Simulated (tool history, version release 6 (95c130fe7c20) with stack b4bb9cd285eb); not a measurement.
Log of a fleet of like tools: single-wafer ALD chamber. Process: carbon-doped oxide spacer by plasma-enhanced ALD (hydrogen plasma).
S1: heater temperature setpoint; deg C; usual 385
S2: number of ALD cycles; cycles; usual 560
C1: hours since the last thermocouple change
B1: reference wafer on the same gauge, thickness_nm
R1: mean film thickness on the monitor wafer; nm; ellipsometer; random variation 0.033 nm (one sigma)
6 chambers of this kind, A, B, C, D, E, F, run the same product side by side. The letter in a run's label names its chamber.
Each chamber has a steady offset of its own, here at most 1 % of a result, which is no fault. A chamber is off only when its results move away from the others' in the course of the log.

Run 1A, hour 4: usual settings; C1 2281.2; B1 24.201. Result: R1 27.796 nm.
Run 2E, hour 7.1: usual settings; C1 924.3; B1 24.194. Result: R1 27.874 nm.
Run 3B, hour 10.7: usual settings; C1 249.3; B1 24.186. Result: R1 28.226 nm.
Run 4F, hour 14.9: usual settings; C1 1317.2; B1 24.182. Result: R1 28.039 nm.
Run 5C, hour 16.8: usual settings; C1 211.1; B1 24.177. Result: R1 28.242 nm.
Run 6D, hour 19.5: usual settings; C1 1250.1; B1 24.18. Result: R1 27.904 nm.
Run 7A, hour 22.5: usual settings; C1 2299.7; B1 24.177. Result: R1 27.746 nm.
Run 8C, hour 26: usual settings but S1 375 deg C, S2 652 cycles; C1 220.3; B1 24.185. Result: R1 32.801 nm.
Run 9D, hour 29.1: usual settings but S1 375 deg C, S2 652 cycles; C1 1259.7; B1 24.174. Result: R1 32.484 nm.
Run 10E, hour 31.8: usual settings but S1 375 deg C, S2 652 cycles; C1 949; B1 24.171. Result: R1 32.438 nm.
Run 11F, hour 35.6: usual settings but S1 375 deg C, S2 652 cycles; C1 1337.9; B1 24.177. Result: R1 32.534 nm.
Run 12B, hour 39.2: usual settings but S1 375 deg C, S2 652 cycles; C1 277.8; B1 24.17. Result: R1 32.853 nm.
Run 13F, hour 42: usual settings but S1 375 deg C, S2 652 cycles; C1 1344.3; B1 24.176. Result: R1 32.569 nm.
Run 14D, hour 43.9: usual settings; C1 1274.5; B1 24.164. Result: R1 27.889 nm.
Run 15B, hour 47.5: usual settings; C1 286.1; B1 24.157. Result: R1 28.205 nm.
Run 16C, hour 50.1: usual settings; C1 244.4; B1 24.158. Result: R1 28.17 nm.
Run 17A, hour 52: usual settings; C1 2329.2; B1 24.161. Result: R1 27.803 nm.
Run 18E, hour 56.3: usual settings but S1 376 deg C, S2 452 cycles; C1 973.5; B1 24.153. Result: R1 22.43 nm.
Run 19A, hour 58.7: usual settings but S1 376 deg C, S2 452 cycles; C1 2335.9; B1 24.153. Result: R1 22.387 nm.
Run 20F, hour 62.8: usual settings but S1 376 deg C, S2 452 cycles; C1 1365.1; B1 24.155. Result: R1 22.565 nm.
Run 21C, hour 64.8: usual settings but S1 376 deg C, S2 452 cycles; C1 259.1; B1 24.151. Result: R1 22.776 nm.
Run 22B, hour 69: usual settings but S1 376 deg C, S2 452 cycles; C1 307.6; B1 24.142. Result: R1 22.734 nm.
Run 23D, hour 71.7: usual settings but S1 376 deg C, S2 452 cycles; C1 1302.3; B1 24.14. Result: R1 22.485 nm.
Run 24E, hour 75.4: usual settings; C1 992.6; B1 24.135. Result: R1 27.83 nm.
Run 25F, hour 79.2: usual settings; C1 1381.5; B1 24.138. Result: R1 27.946 nm.
Run 26A, hour 82.2: usual settings; C1 2359.4; B1 24.134. Result: R1 27.745 nm.
Run 27D, hour 85.6: usual settings; C1 1316.2; B1 24.132. Result: R1 27.838 nm.
Run 28E, hour 88.9: usual settings; C1 1006.1; B1 24.128. Result: R1 27.836 nm.
Run 29B, hour 92.1: usual settings; C1 330.7; B1 24.126. Result: R1 28.133 nm.
Run 30C, hour 95.3: usual settings; C1 289.6; B1 24.123. Result: R1 28.101 nm.
Run 31E, hour 99.5: usual settings but S1 396 deg C, S2 652 cycles; C1 1016.7; B1 24.121. Result: R1 32.419 nm.
Run 32B, hour 103.8: usual settings but S1 396 deg C, S2 652 cycles; C1 342.4; B1 24.123. Result: R1 32.798 nm.
Run 33F, hour 106.7: usual settings but S1 396 deg C, S2 652 cycles; C1 1409; B1 24.115. Result: R1 32.553 nm.
Run 34A, hour 110: usual settings but S1 396 deg C, S2 652 cycles; C1 2387.2; B1 24.109. Result: R1 32.233 nm.
Run 35C, hour 111.9: usual settings but S1 396 deg C, S2 652 cycles; C1 306.2; B1 24.113. Result: R1 32.744 nm.
Run 36D, hour 115.9: usual settings but S1 396 deg C, S2 652 cycles; C1 1346.5; B1 24.11. Result: R1 32.445 nm.
Run 37B, hour 118.7: usual settings; C1 357.3; B1 24.107. Result: R1 28.137 nm.
Run 38F, hour 120.9: usual settings; C1 1423.2; B1 24.106. Result: R1 27.946 nm.
At hour 121.1: chamber A: thermocouple changed; heater temperature recalibrated.
Run 39D, hour 124.9: usual settings but S1 392 deg C, S2 652 cycles; C1 1355.5; B1 24.104. Result: R1 32.447 nm.
Run 40C, hour 126.8: usual settings but S1 392 deg C, S2 652 cycles; C1 321.1; B1 24.091. Result: R1 32.658 nm.
Run 41A, hour 129.6: usual settings but S1 392 deg C, S2 652 cycles; C1 8.5; B1 24.09. Result: R1 32.108 nm.
Run 42E, hour 132.4: usual settings but S1 392 deg C, S2 652 cycles; C1 1049.6; B1 24.093. Result: R1 32.361 nm.
Run 43E, hour 136.5: usual settings but S1 392 deg C, S2 652 cycles; C1 1053.7; B1 24.085. Result: R1 32.364 nm.
Run 44F, hour 140.1: usual settings but S1 392 deg C, S2 652 cycles; C1 1442.4; B1 24.085. Result: R1 32.56 nm.

Is one chamber off against the others, does the gauge drift, or is nothing wrong? If a chamber is off, say which, and what the likeliest cause is.

The gauge drifts, so all chambers seem to drift together. No chamber is off.
Cause: gauge reads low (%) = 0.489.
